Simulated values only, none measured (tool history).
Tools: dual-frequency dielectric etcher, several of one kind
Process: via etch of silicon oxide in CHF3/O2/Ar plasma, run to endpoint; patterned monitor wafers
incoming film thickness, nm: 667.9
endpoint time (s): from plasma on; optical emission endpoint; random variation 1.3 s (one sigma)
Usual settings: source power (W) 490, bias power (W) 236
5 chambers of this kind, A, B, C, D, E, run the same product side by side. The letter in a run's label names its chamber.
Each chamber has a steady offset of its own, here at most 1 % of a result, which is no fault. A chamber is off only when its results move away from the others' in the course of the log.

run    day  source power (W)  bias power (W)  hours since the last wet clean  hours since the last source power generator calibration  hours since the last bias power generator calibration  endpoint time (s)
 1B  0.129               490             236                           287.1                                                    327.8                                                  994.3             328.61
 2D  0.371               490             236                           171.6                                                   3678.4                                                 1254.9             329.47
 3A  0.600               490             236                           462.3                                                    515.3                                                  678.6             329.67
 4E  0.767               490             236                           267.8                                                   1687.3                                                 3179.1             333.82
 5C  0.946               490             236                           113.6                                                    784.9                                                 1953.0             334.15
 6A  1.204               490             236                           476.8                                                    529.8                                                  693.1             327.48
 7C  1.346               490             236                           123.2                                                    794.5                                                 1962.6             337.35
 8B  1.579               490             236                           321.9                                                    362.6                                                 1029.1             332.57
 9D  1.729               490             236                           204.2                                                   3711.0                                                 1287.5             330.42
10E  1.938               490             236                           295.9                                                   1715.4                                                 3207.2             333.59
     1.958  -- chamber B: wet clean of the chamber
11A  2.108               490             236                           498.5                                                    551.5                                                  714.8             328.10
12C  2.329               490             236                           146.8                                                    818.1                                                 1986.2             335.71
13E  2.558               490             236                           310.8                                                   1730.3                                                 3222.1             334.91
14B  2.812               490             236                            20.5                                                    392.2                                                 1058.7             329.44
15D  2.958               490             236                           233.7                                                   3740.5                                                 1317.0             336.58
16A  3.217               490             236                           525.1                                                    578.1                                                  741.4             330.17
17E  3.354               490             236                           329.9                                                   1749.4                                                 3241.2             334.22
18D  3.488               490             257                           246.4                                                   3753.2                                                 1329.7             325.92
19B  3.621               490             257                            39.9                                                    411.6                                                 1078.1             320.72
20C  3.900               490             257                           184.5                                                    855.8                                                 2023.9             326.28
21E  4.179               490             257                           349.7                                                   1769.2                                                 3261.0             323.77
22C  4.362               490             257                           195.6                                                    866.9                                                 2035.0             324.78
23B  4.558               490             236                            62.4                                                    434.1                                                 1100.6             331.44
24A  4.733               550             286                           561.5                                                    614.5                                                  777.8             294.30
25D  4.942               550             286                           281.3                                                   3788.1                                                 1364.6             307.21
26A  5.150               550             286                           571.5                                                    624.5                                                  787.8             293.51
27E  5.308               550             286                           376.8                                                   1796.3                                                 3288.1             297.56
28B  5.542               550             286                            86.0                                                    457.7                                                 1124.2             293.23
29D  5.808               490             236                           302.1                                                   3808.9                                                 1385.4             345.17
30C  6.000               490             236                           234.9                                                    906.2                                                 2074.3             334.81

Is one chamber off against the others, does the gauge drift, or is nothing wrong? If a chamber is off, say which, and what the likeliest cause is.

Chamber D drifts away from the others.
Cause: etch rate under this chamber's usual, % = 4.9.

Here are 4 candidates for chamber D's next run, each the usual settings with a change, their results left as question marks. Which one brings its results back in line with what the others give on the usual settings?
In line means no further than this from the other chambers' mean on the usual settings: endpoint time (s) 4.40
31D-1  6.204               520             250                                                                                                                                                                  ?
31D-2  6.204               500             241                                                                                                                                                                  ?
31D-3  6.204               490             225                                                                                                                                                                  ?
31D-4  6.204               460             222                                                                                                                                                                  ?

The other chambers' mean on the usual settings: endpoint time (s) 332.20
  run  endpoint time (s)
31D-1             332.75
31D-2             342.21
31D-3             353.39
31D-4             363.73
31D-1 brings the chamber back in line.
